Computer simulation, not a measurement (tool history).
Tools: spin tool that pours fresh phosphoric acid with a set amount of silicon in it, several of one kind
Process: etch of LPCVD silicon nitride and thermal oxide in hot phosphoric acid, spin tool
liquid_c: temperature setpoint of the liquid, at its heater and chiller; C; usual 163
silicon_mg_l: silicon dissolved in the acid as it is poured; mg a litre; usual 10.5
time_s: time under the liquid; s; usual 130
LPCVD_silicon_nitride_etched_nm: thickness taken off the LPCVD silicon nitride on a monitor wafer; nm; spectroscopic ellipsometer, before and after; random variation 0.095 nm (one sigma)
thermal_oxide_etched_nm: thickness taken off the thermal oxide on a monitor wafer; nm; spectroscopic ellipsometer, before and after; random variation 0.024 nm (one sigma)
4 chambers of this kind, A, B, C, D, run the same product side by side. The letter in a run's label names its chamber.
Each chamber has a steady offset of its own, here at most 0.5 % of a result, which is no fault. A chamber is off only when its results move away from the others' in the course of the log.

run,day,liquid_c,silicon_mg_l,time_s,"read-back film thickness of the LPCVD silicon nitride reference wafer, read on the same gauge (nm)","read-back film thickness of the thermal oxide reference wafer, read on the same gauge (nm)",LPCVD_silicon_nitride_etched_nm,thermal_oxide_etched_nm
1A,0.488,163,10.5,130,150.00,50.025,12.283,0.38232
2B,0.929,163,10.5,130,150.00,50.025,12.136,0.38180
3D,1.492,163,10.5,130,149.98,50.011,12.107,0.30199
4C,1.854,163,10.5,130,150.00,49.959,12.077,0.37160
5D,2.462,163,10.5,130,150.03,49.962,12.008,0.38386
6B,2.908,163,10.5,130,150.00,49.983,12.101,0.32524
7A,3.367,163,10.5,130,149.98,49.969,12.182,0.31902
8C,3.700,163,10.5,130,150.01,50.001,11.989,0.29791
9C,4.038,163,10.5,130,149.99,49.995,12.164,0.32266
10D,4.467,163,10.5,130,150.01,50.016,12.094,0.35471
# day 4.779: chamber D: thermometer replaced
11B,4.867,165,10.5,130,150.00,49.984,13.104,0.41676
12A,5.275,165,10.5,130,150.01,50.004,12.740,0.43232
13A,5.717,165,10.5,130,150.03,50.046,12.895,0.41025
14D,6.333,165,10.5,130,149.99,49.972,13.142,0.42387
15C,6.862,163,10.5,130,150.00,49.974,12.068,0.41516
16B,7.146,163,10.5,130,149.97,50.024,12.184,0.35222
17C,7.612,163,10.5,130,150.00,49.987,12.109,0.33940
18D,8.208,163,10.5,130,149.99,50.014,12.069,0.37935
19A,8.558,163,10.5,130,150.01,49.999,11.969,0.33169
20B,8.833,163,10.5,130,150.00,50.012,12.153,0.33540
21C,9.150,163,10.5,130,150.02,50.005,12.043,0.37325
# day 9.192: chamber B: thermometer replaced
22A,9.762,160,10.5,155,150.02,50.012,12.644,0.30202
23B,10.321,160,10.5,155,150.01,49.989,13.369,0.32844
24D,10.908,160,10.5,155,150.00,49.996,13.059,0.36597
25B,11.508,160,10.5,155,150.02,50.016,13.197,0.33933
26C,11.925,163,10.5,130,150.03,50.014,12.027,0.35223
27A,12.296,163,10.5,130,149.99,50.007,11.602,0.34036
28D,12.700,163,10.5,130,150.01,49.977,12.079,0.34574

All 4 chambers run these settings next. Forecast each chamber's results:
29A,13.146,163,2.5,130,,,?,?
29B,13.146,163,2.5,130,,,?,?
29C,13.146,163,2.5,130,,,?,?
29D,13.146,163,2.5,130,,,?,?

run,LPCVD_silicon_nitride_etched_nm,thermal_oxide_etched_nm
29A,11.495,0.37711
29B,12.102,0.38024
29C,11.967,0.42713
29D,12.051,0.42316

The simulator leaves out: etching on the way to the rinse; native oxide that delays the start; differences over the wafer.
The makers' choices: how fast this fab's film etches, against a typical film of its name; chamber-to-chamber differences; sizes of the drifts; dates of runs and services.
